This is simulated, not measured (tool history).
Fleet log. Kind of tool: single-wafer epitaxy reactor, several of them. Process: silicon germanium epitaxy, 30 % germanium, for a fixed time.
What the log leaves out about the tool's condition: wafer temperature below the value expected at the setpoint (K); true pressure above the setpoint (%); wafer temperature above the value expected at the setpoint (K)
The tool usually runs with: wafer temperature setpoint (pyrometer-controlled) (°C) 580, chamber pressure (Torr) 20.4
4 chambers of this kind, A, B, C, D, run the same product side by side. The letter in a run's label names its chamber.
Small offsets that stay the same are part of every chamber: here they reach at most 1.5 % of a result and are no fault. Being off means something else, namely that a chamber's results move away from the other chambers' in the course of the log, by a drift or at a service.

run     day  wafer temperature setpoint (pyrometer-controlled) (°C)  chamber pressure (Torr)  hours since the last pyrometer calibration  hours since the last manometer calibration  read-back reference wafer on the same gauge, thickness_nm  mean film thickness on the monitor wafer (nm)
 1A   0.338                                                     580                     20.4                                       325.5                                       589.3                                                     45.198                                         41.440
 2C   0.912                                                     580                     20.4                                      1332.6                                      2371.3                                                     45.238                                         41.327
 3B   1.188                                                     580                     20.4                                       627.2                                      1499.0                                                     45.228                                         41.081
 4D   1.717                                                     580                     20.4                                       837.5                                      1050.7                                                     45.233                                         41.026
 5A   2.229                                                     580                     20.4                                       370.9                                       634.7                                                     45.272                                         41.497
 6C   2.717                                                     580                     20.4                                      1375.9                                      2414.6                                                     45.259                                         41.469
 7B   3.062                                                     570                     20.4                                       672.2                                      1544.0                                                     45.289                                         33.874
 8D   3.521                                                     570                     20.4                                       880.8                                      1094.0                                                     45.278                                         33.821
 9B   3.808                                                     570                     20.4                                       690.1                                      1561.9                                                     45.306                                         33.817
10A   4.117                                                     570                     20.4                                       416.2                                       680.0                                                     45.293                                         34.165
11D   4.638                                                     580                     20.4                                       907.6                                      1120.8                                                     45.310                                         40.878
      4.979  -- chamber C: capacitance manometer re-zeroed and calibrated
12C   5.071                                                     580                     20.4                                      1432.4                                         2.3                                                     45.320                                         41.430
13B   5.679                                                     572                     20.4                                       735.0                                      1606.8                                                     45.333                                         35.287
14D   5.983                                                     572                     20.4                                       939.9                                      1153.1                                                     45.358                                         35.266
15A   6.367                                                     572                     20.4                                       470.2                                       734.0                                                     45.356                                         35.603
      6.471  -- chamber C: pyrometer calibrated
16C   6.779                                                     572                     20.4                                         7.4                                        43.3                                                     45.372                                         35.500
17C   7.238                                                     580                     20.4                                        18.4                                        54.3                                                     45.401                                         41.437
18A   7.583                                                     580                     20.4                                       499.4                                       763.2                                                     45.398                                         41.514
19D   8.067                                                     580                     20.4                                       989.9                                      1203.1                                                     45.407                                         41.096
20B   8.367                                                     580                     20.4                                       799.5                                      1671.3                                                     45.412                                         41.370
21B   8.808                                                     580                     20.4                                       810.1                                      1681.9                                                     45.412                                         41.296
22C   9.212                                                     580                     20.4                                        65.8                                       101.7                                                     45.440                                         41.573
23D   9.621                                                     580                     20.4                                      1027.2                                      1240.4                                                     45.437                                         41.096
24A   9.900                                                     580                     20.4                                       555.0                                       818.8                                                     45.452                                         41.643
25C  10.267                                                     580                     20.4                                        91.1                                       127.0                                                     45.453                                         41.597
     10.271  -- chamber B: capacitance manometer re-zeroed and calibrated
26B  10.550                                                     580                     20.4                                       851.9                                         6.8                                                     45.482                                         41.273
27A  11.150                                                     580                     20.4                                       585.0                                       848.8                                                     45.497                                         41.674
28D  11.475                                                     580                     20.4                                      1071.7                                      1284.9                                                     45.480                                         41.175

All chambers now run identical settings, listed one chamber a line with results as question marks. What results will each chamber show?
29A  11.908                                                     580                     20.4                                                                                                                                                                                                 ?
29B  11.908                                                     580                     20.4                                                                                                                                                                                                 ?
29C  11.908                                                     580                     20.4                                                                                                                                                                                                 ?
29D  11.908                                                     580                     20.4                                                                                                                                                                                                 ?

run  mean film thickness on the monitor wafer (nm)
29A                                         41.603
29B                                         41.461
29C                                         41.497
29D                                         41.249

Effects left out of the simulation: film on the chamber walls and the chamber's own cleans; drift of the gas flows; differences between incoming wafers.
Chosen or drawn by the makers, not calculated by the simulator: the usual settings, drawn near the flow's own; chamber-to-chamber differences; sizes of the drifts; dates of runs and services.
